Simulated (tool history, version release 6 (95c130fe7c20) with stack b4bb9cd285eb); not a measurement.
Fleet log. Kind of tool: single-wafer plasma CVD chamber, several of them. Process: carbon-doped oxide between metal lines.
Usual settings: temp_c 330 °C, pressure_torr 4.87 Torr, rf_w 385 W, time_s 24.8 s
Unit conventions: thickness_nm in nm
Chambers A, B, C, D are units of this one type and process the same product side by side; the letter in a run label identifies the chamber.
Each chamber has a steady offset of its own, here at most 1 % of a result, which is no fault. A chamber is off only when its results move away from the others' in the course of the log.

run,hour,temp_c,pressure_torr,rf_w,time_s,"read-back reference wafer on the same gauge, thickness_nm",thickness_nm
1C,3.2,330,4.87,385,24.8,98.903,113.36
2A,6.2,330,4.87,385,24.8,98.981,111.49
3D,9.8,330,4.87,385,24.8,98.939,111.89
4B,13.6,330,4.87,385,24.8,99.065,112.03
5D,17.9,330,4.87,385,24.8,98.951,111.27
6A,20.1,330,4.87,385,24.8,99.022,110.59
7B,24.4,330,4.87,385,24.8,99.006,112.56
8C,28.7,330,4.87,385,24.8,98.959,112.6
9D,30.9,330,4.87,385,21.5,99.114,96.872
10A,33,330,4.87,385,21.5,99.045,95.896
11C,37.1,330,4.87,385,21.5,98.891,98.288
12B,41.5,330,4.87,385,21.5,98.976,97.763
13A,45.9,330,4.87,385,24.8,99.007,111.36
14D,49.3,330,4.87,385,24.8,98.894,111.65
# hour 49.9: chamber D: RF generator calibrated
15C,52.8,330,4.87,385,24.8,98.933,113.23
16B,56.1,325,4.87,360,24.8,98.941,108.47
17A,60.3,325,4.87,360,24.8,99.03,106.81
18C,63.3,325,4.87,360,24.8,99.001,108.38
19D,66.5,325,4.87,360,24.8,99.016,108.58
20B,69.4,330,4.87,385,24.8,99.008,112.43
21D,72.8,330,4.87,385,24.8,99.059,112.58
# hour 72.9: chamber C: capacitance manometer re-zeroed and calibrated
22B,75.6,330,4.87,385,24.8,98.991,112.94
23C,78.3,330,4.87,385,24.8,99.084,113.06
24A,82.4,330,4.87,385,24.8,98.967,108.9
25A,85.8,330,4.87,455,24.8,98.926,122.54
26C,87.8,330,4.87,455,24.8,99.063,127.43
27D,92.1,330,4.87,455,24.8,98.902,127.11
28B,96.4,330,4.87,455,24.8,99.035,125.67
29C,100.5,330,4.87,385,24.8,98.823,112.9
30A,103.2,330,4.87,385,24.8,98.98,108.29
31B,105.5,330,4.87,385,24.8,98.962,113.24
32D,109.7,330,4.87,385,24.8,99.044,112.91
33A,112.4,330,4.87,385,24.8,99.026,107.48
34C,114.5,330,4.87,385,24.8,98.93,112.57
35B,118.1,330,4.87,385,24.8,98.96,112.67
36D,122.2,324,4.42,385,24.8,99.047,113.52
37D,124.7,324,4.42,385,24.8,98.927,112.65
38C,127.3,324,4.42,385,24.8,99.093,113.46
39A,131.3,324,4.42,385,24.8,99.008,106.95
40B,133.8,330,4.87,385,24.8,98.999,112.29
41B,136.9,330,4.87,385,24.8,99.032,112.82
42C,140,330,4.87,385,24.8,99.051,112.67
43A,142.6,330,4.87,385,24.8,98.892,104.27

What goes on in this fleet: one chamber off, a drifting gauge, or nothing beyond the chambers' own small offsets? Name the chamber and the cause, if any.

It is chamber A that slowly wanders off from its peers.
Most likely cause: delivered RF power below the setpoint (%) = 7.89.

Here are 4 candidates for chamber A's next run, each the usual settings with a change, their results left as question marks. Which one brings its results back in line with what the others give on the usual settings?
Counts as in line when no further than this from what the other chambers average on the usual settings: thickness_nm 1.8 nm
44A-1,145.8,328,4.99,415,24.8,,?
44A-2,145.8,331,4.87,385,23.1,,?
44A-3,145.8,332,4.78,360,22.9,,?
44A-4,145.8,330,4.87,465,24.8,,?

What the other chambers average on the usual settings: thickness_nm 112.52 nm
run,thickness_nm
44A-1,112.09
44A-2,97.435
44A-3,91.323
44A-4,120.42
It is 44A-1 that realigns the chamber with its peers.

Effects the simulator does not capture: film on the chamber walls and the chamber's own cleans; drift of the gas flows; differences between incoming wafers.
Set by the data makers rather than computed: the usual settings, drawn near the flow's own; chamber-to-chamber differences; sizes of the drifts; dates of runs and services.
